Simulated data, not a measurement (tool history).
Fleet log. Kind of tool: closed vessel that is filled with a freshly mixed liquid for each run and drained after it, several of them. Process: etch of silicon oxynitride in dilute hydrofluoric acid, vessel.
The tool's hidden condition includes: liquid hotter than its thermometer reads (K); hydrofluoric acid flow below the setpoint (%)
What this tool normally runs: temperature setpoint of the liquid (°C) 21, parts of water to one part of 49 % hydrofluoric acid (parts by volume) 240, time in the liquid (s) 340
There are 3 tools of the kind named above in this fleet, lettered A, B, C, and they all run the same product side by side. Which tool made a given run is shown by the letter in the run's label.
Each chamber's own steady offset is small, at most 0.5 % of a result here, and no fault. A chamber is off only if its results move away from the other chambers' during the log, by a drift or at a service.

| run | hour | temperature setpoint of the liquid (°C) | parts of water to one part of 49 % hydrofluoric acid (parts by volume) | time in the liquid (s) | hours since the thermometer was replaced | hours since the hydrofluoric acid flow meter was replaced | read-back film thickness of the silicon oxynitride reference wafer, read on the same gauge (nm) | thickness taken off the silicon oxynitride on a monitor wafer (angstrom) |
|---|---|---|---|---|---|---|---|---|
| 1A | 4.0 | 21 | 240 | 340 | 449.0 | 1137.0 | 100.010 | 53.722 |
| 2C | 9.2 | 21 | 240 | 340 | 663.8 | 618.1 | 100.020 | 53.252 |
| 3B | 15.4 | 21 | 240 | 340 | 1420.4 | 628.4 | 99.981 | 53.396 |
| 4A | 19.7 | 21 | 240 | 340 | 464.7 | 1152.7 | 100.030 | 54.617 |
|  | 23.7 | chamber C: hydrofluoric acid flow meter replaced |
| 5C | 23.8 | 21 | 240 | 340 | 678.4 | 0.2 | 99.990 | 52.942 |
| 6B | 27.0 | 21 | 240 | 255 | 1432.0 | 640.0 | 100.040 | 39.874 |
| 7C | 31.3 | 21 | 240 | 255 | 685.9 | 7.7 | 100.000 | 40.533 |
| 8A | 36.0 | 21 | 240 | 255 | 481.0 | 1169.0 | 99.992 | 40.507 |
| 9B | 41.9 | 21 | 240 | 340 | 1446.9 | 654.9 | 99.963 | 54.040 |
| 10A | 46.1 | 21 | 240 | 340 | 491.1 | 1179.1 | 100.030 | 54.039 |
| 11C | 49.3 | 21 | 240 | 340 | 703.9 | 25.7 | 99.981 | 53.734 |
| 12B | 52.7 | 21 | 240 | 340 | 1457.7 | 665.7 | 100.020 | 53.938 |
| 13B | 56.7 | 21 | 240 | 340 | 1461.7 | 669.7 | 99.982 | 52.993 |
| 14C | 62.7 | 21 | 240 | 340 | 717.3 | 39.1 | 100.010 | 52.859 |
| 15A | 65.9 | 21 | 240 | 340 | 510.9 | 1198.9 | 99.994 | 53.268 |
| 16C | 72.3 | 24 | 195 | 340 | 726.9 | 48.7 | 99.996 | 78.073 |
| 17B | 75.5 | 24 | 195 | 340 | 1480.5 | 688.5 | 100.020 | 77.383 |
| 18A | 82.2 | 24 | 195 | 340 | 527.2 | 1215.2 | 99.982 | 75.805 |
| 19A | 88.0 | 21 | 240 | 340 | 533.0 | 1221.0 | 99.999 | 52.726 |
| 20B | 91.3 | 21 | 240 | 340 | 1496.3 | 704.3 | 100.040 | 53.828 |
| 21C | 97.2 | 21 | 170 | 230 | 751.8 | 73.6 | 99.990 | 53.141 |
| 22B | 104.0 | 21 | 170 | 230 | 1509.0 | 717.0 | 99.996 | 53.331 |
| 23C | 110.9 | 21 | 170 | 230 | 765.5 | 87.3 | 99.987 | 52.912 |
| 24A | 116.8 | 21 | 240 | 340 | 561.8 | 1249.8 | 100.030 | 51.934 |
| 25C | 123.2 | 21 | 240 | 340 | 777.8 | 99.6 | 100.010 | 53.075 |
| 26B | 129.6 | 21 | 170 | 340 | 1534.6 | 742.6 | 100.010 | 78.812 |
| 27A | 133.8 | 21 | 170 | 340 | 578.8 | 1266.8 | 100.000 | 75.441 |
| 28C | 138.4 | 21 | 170 | 340 | 793.0 | 114.8 | 99.967 | 79.069 |
| 29A | 142.3 | 21 | 240 | 205 | 587.3 | 1275.3 | 99.996 | 30.223 |
| 30B | 148.8 | 21 | 240 | 205 | 1553.8 | 761.8 | 99.995 | 32.108 |
| 31A | 153.0 | 21 | 240 | 205 | 598.0 | 1286.0 | 100.000 | 31.093 |
| 32C | 156.1 | 21 | 240 | 340 | 810.7 | 132.5 | 100.020 | 52.760 |
| 33B | 160.3 | 21 | 240 | 340 | 1565.3 | 773.3 | 100.000 | 53.011 |

Next, all 3 chambers run the settings below, one line each with question marks for the results. What does each chamber give?
| 34A | 165.3 | 21 | 240 | 190 |  |  |  | ? |
| 34B | 165.3 | 21 | 240 | 190 |  |  |  | ? |
| 34C | 165.3 | 21 | 240 | 190 |  |  |  | ? |

| run | thickness taken off the silicon oxynitride on a monitor wafer (angstrom) |
|---|---|
| 34A | 27.946 |
| 34B | 29.763 |
| 34C | 29.718 |
